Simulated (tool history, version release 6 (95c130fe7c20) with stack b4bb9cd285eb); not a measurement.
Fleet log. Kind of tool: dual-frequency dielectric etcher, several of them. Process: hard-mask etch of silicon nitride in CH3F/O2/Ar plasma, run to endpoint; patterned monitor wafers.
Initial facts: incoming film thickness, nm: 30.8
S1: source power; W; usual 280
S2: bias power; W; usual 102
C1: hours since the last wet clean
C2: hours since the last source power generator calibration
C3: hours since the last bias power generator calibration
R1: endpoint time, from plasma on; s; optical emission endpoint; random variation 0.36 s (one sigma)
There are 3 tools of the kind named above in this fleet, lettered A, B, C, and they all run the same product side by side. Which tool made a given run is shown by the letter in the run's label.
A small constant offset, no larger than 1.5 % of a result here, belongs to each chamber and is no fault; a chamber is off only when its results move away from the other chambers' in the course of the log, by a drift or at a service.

run	hour	S1	S2	C1	C2	C3	R1
1C	6.9	280	102	143.8	580.8	2314.6	44.441
2B	14.6	280	102	340.5	1576.2	646.1	44.458
3A	24	280	102	298.2	2355.6	2165.9	44.151
4C	36.7	280	102	173.6	610.6	2344.4	44.662
5B	49.5	280	102	375.4	1611.1	681	44.326
6A	57.1	280	102	331.3	2388.7	2199	44.721
7C	64.7	280	102	201.6	638.6	2372.4	44.528
8B	73.4	280	102	399.3	1635	704.9	44.055
9A	84.5	280	102	358.7	2416.1	2226.4	44.969
10A	98.3	280	102	372.5	2429.9	2240.2	44.138
11C	108.9	280	102	245.8	682.8	2416.6	44.517
12B	121.5	280	102	447.4	1683.1	753	44.042
# hour 127.6: chamber A: wet clean of the chamber
13A	135	280	102	7.5	2466.6	2276.9	45.357
14C	147.1	280	102	284	721	2454.8	45.175
15B	155.8	280	102	481.7	1717.4	787.3	44.201
16A	169.7	280	102	42.2	2501.3	2311.6	44.141
17B	178	280	102	503.9	1739.6	809.5	44.831
18C	189.3	320	124	326.2	763.2	2497	39.606
19C	200.3	320	124	337.2	774.2	2508	39.158
20B	209.6	320	124	535.5	1771.2	841.1	39.084
21A	224.3	280	102	96.8	2555.9	2366.2	44.467
# hour 233.4: chamber C: wet clean of the chamber
22B	237.6	280	102	563.5	1799.2	869.1	44.676
# hour 247.9: chamber B: wet clean of the chamber
23A	251.2	280	102	123.7	2582.8	2393.1	44.074
24C	264.8	280	102	31.5	838.7	2572.5	47.254
25B	272	280	102	24.2	1833.6	903.5	43.726
26A	285.8	280	102	158.3	2617.4	2427.7	44.347
27C	297.8	280	102	64.5	871.7	2605.5	47.169
28B	311.2	280	102	63.4	1872.8	942.7	44.116
29A	320.8	280	102	193.3	2652.4	2462.7	44.485
30C	335.1	280	102	101.8	909	2642.8	47.115
31B	344.8	280	102	97	1906.4	976.3	43.598
32A	354.2	280	102	226.7	2685.8	2496.1	45.011
33C	369	280	102	135.7	942.9	2676.7	47.136

Does one chamber stand apart from the rest, does the shared gauge drift, or is all well apart from small per-chamber offsets? Give the chamber and the most likely cause, where there is one.

Chamber C has stood off from the others ever since a service on it.
Most likely cause: etch rate under this chamber's usual, % = 4.76.

Which of the 4 candidates below, each the usual settings with something changed and its results left as question marks, puts chamber C back in line with what the other chambers give on the usual settings?
In line here means within this much of the mean the other chambers give on the usual settings: R1 1.2 s
34C-1	380.3	370	102				?
34C-2	380.3	260	95				?
34C-3	380.3	300	109				?
34C-4	380.3	240	86				?

What the other chambers average on the usual settings: R1 44.456 s
run	R1
34C-1	42.199
34C-2	49.376
34C-3	44.488
34C-4	52.766
It is 34C-3 that realigns the chamber with its peers.
